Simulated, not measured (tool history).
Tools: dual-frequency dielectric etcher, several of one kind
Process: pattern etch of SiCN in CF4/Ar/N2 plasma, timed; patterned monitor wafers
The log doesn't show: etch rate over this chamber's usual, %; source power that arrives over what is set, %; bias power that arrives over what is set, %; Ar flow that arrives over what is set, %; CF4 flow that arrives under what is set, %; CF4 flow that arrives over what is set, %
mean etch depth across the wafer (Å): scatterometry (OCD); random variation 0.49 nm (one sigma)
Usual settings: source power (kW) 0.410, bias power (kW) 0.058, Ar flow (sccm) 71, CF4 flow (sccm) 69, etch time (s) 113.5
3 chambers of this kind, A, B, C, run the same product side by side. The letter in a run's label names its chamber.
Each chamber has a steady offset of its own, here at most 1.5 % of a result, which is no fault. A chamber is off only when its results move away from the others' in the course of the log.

run	day	source power (kW)	bias power (kW)	Ar flow (sccm)	CF4 flow (sccm)	etch time (s)	hours since the last wet clean	hours since the last source power generator calibration	hours since the last bias power generator calibration	hours since the last Ar flow controller change	hours since the last CF4 flow controller change	read-back reference wafer on the same gauge, depth_nm	mean etch depth across the wafer (Å)
1C	0.338	0.410	0.058	71	69	113.5	133.5	145.4	1003.7	2771.2	563.9	89.622	896.05
2B	0.892	0.410	0.058	71	69	113.5	571.9	4908.1	3803.6	2350.8	2570.4	89.718	882.52
3A	1.242	0.410	0.058	71	69	113.5	299.5	3296.9	1486.1	1510.5	2712.3	89.683	897.62
4A	1.804	0.410	0.058	71	69	113.5	313.0	3310.4	1499.6	1524.0	2725.8	89.698	897.40
5C	2.421	0.410	0.058	71	69	113.5	183.5	195.4	1053.7	2821.2	613.9	89.593	880.39
6B	2.908	0.410	0.058	71	69	113.5	620.3	4956.5	3852.0	2399.2	2618.8	89.620	897.69
7B	3.283	0.410	0.058	71	69	113.5	629.3	4965.5	3861.0	2408.2	2627.8	89.708	886.77
8A	3.596	0.410	0.058	71	69	113.5	356.0	3353.4	1542.6	1567.0	2768.8	89.834	897.92
9C	4.062	0.410	0.058	71	69	113.5	222.9	234.8	1093.1	2860.6	653.3	89.675	886.16
# day 4.592: chamber B: wet clean of the chamber
10A	4.608	0.410	0.058	71	69	113.5	380.3	3377.7	1566.9	1591.3	2793.1	89.722	885.65
11B	4.933	0.410	0.058	71	69	126.5	8.3	5005.1	3900.6	2447.8	2667.4	89.874	989.89
12C	5.421	0.410	0.058	71	69	126.5	255.5	267.4	1125.7	2893.2	685.9	89.653	991.80
13C	5.704	0.410	0.058	71	69	126.5	262.3	274.2	1132.5	2900.0	692.7	89.763	981.89
# day 6.188: chamber C: Ar flow controller replaced
14A	6.208	0.410	0.058	71	69	113.5	418.7	3416.1	1605.3	1629.7	2831.5	89.636	893.02
15B	6.558	0.410	0.058	71	69	113.5	47.3	5044.1	3939.6	2486.8	2706.4	89.644	889.94
16C	7.138	0.410	0.058	71	69	113.5	296.7	308.6	1166.9	22.8	727.1	89.705	887.03
# day 7.204: chamber B: source power generator calibrated
17A	7.421	0.410	0.058	71	69	113.5	447.8	3445.2	1634.4	1658.8	2860.6	89.559	898.96
18B	8.000	0.410	0.058	71	69	113.5	81.9	19.2	3974.2	2521.4	2741.0	89.761	886.32
19B	8.583	0.330	0.058	71	69	101.5	95.9	33.2	3988.2	2535.4	2755.0	89.641	662.59
# day 8.712: chamber A: source power generator calibrated
20A	9.158	0.330	0.058	71	69	101.5	489.5	10.8	1676.1	1700.5	2902.3	89.812	681.17
21C	9.562	0.330	0.058	71	69	101.5	354.9	366.8	1225.1	81.0	785.3	89.848	649.45
# day 9.821: chamber A: wet clean of the chamber
22A	9.850	0.410	0.058	71	69	113.5	0.7	27.4	1692.7	1717.1	2918.9	89.672	924.86
23C	10.429	0.410	0.058	71	69	113.5	375.7	387.6	1245.9	101.8	806.1	89.712	889.47
24B	11.017	0.410	0.046	71	69	84.0	154.3	91.6	4046.6	2593.8	2813.4	89.750	609.48
25B	11.475	0.410	0.046	71	69	84.0	165.3	102.6	4057.6	2604.8	2824.4	89.638	608.83
26C	11.858	0.410	0.046	71	69	84.0	410.0	421.9	1280.2	136.1	840.4	89.801	610.02
# day 12.275: chamber B: bias power generator calibrated
27A	12.462	0.410	0.058	71	69	113.5	63.4	90.1	1755.4	1779.8	2981.6	89.699	929.56
28B	12.958	0.410	0.058	71	69	113.5	200.9	138.2	16.5	2640.4	2860.0	89.508	886.11
29A	13.400	0.410	0.058	60	69	113.5	85.9	112.6	1777.9	1802.3	3004.1	89.619	944.10
30C	13.700	0.410	0.058	60	69	113.5	454.2	466.1	1324.4	180.3	884.6	89.839	904.65
31C	14.133	0.410	0.058	60	69	113.5	464.6	476.5	1334.8	190.7	895.0	89.691	905.00
32A	14.421	0.410	0.058	71	69	113.5	110.4	137.1	1802.4	1826.8	3028.6	89.586	927.47
33B	14.750	0.410	0.058	71	69	113.5	243.9	181.2	59.5	2683.4	2903.0	89.682	887.52
34A	15.058	0.410	0.058	71	69	113.5	125.7	152.4	1817.7	1842.1	3043.9	89.618	930.38
35C	15.508	0.410	0.058	71	69	139.0	497.6	509.5	1367.8	223.7	928.0	89.715	1086.50
36B	15.946	0.410	0.058	71	69	139.0	272.6	209.9	88.2	2712.1	2931.7	89.743	1089.50
37A	16.521	0.410	0.058	71	69	139.0	160.8	187.5	1852.8	1877.2	3079.0	89.729	1130.10

Next, every chamber runs the same settings. What will each give?
38A	16.962	0.410	0.058	71	85	113.5							?
38B	16.962	0.410	0.058	71	85	113.5							?
38C	16.962	0.410	0.058	71	85	113.5							?

run	mean etch depth across the wafer (Å)
38A	957.87
38B	916.77
38C	913.28

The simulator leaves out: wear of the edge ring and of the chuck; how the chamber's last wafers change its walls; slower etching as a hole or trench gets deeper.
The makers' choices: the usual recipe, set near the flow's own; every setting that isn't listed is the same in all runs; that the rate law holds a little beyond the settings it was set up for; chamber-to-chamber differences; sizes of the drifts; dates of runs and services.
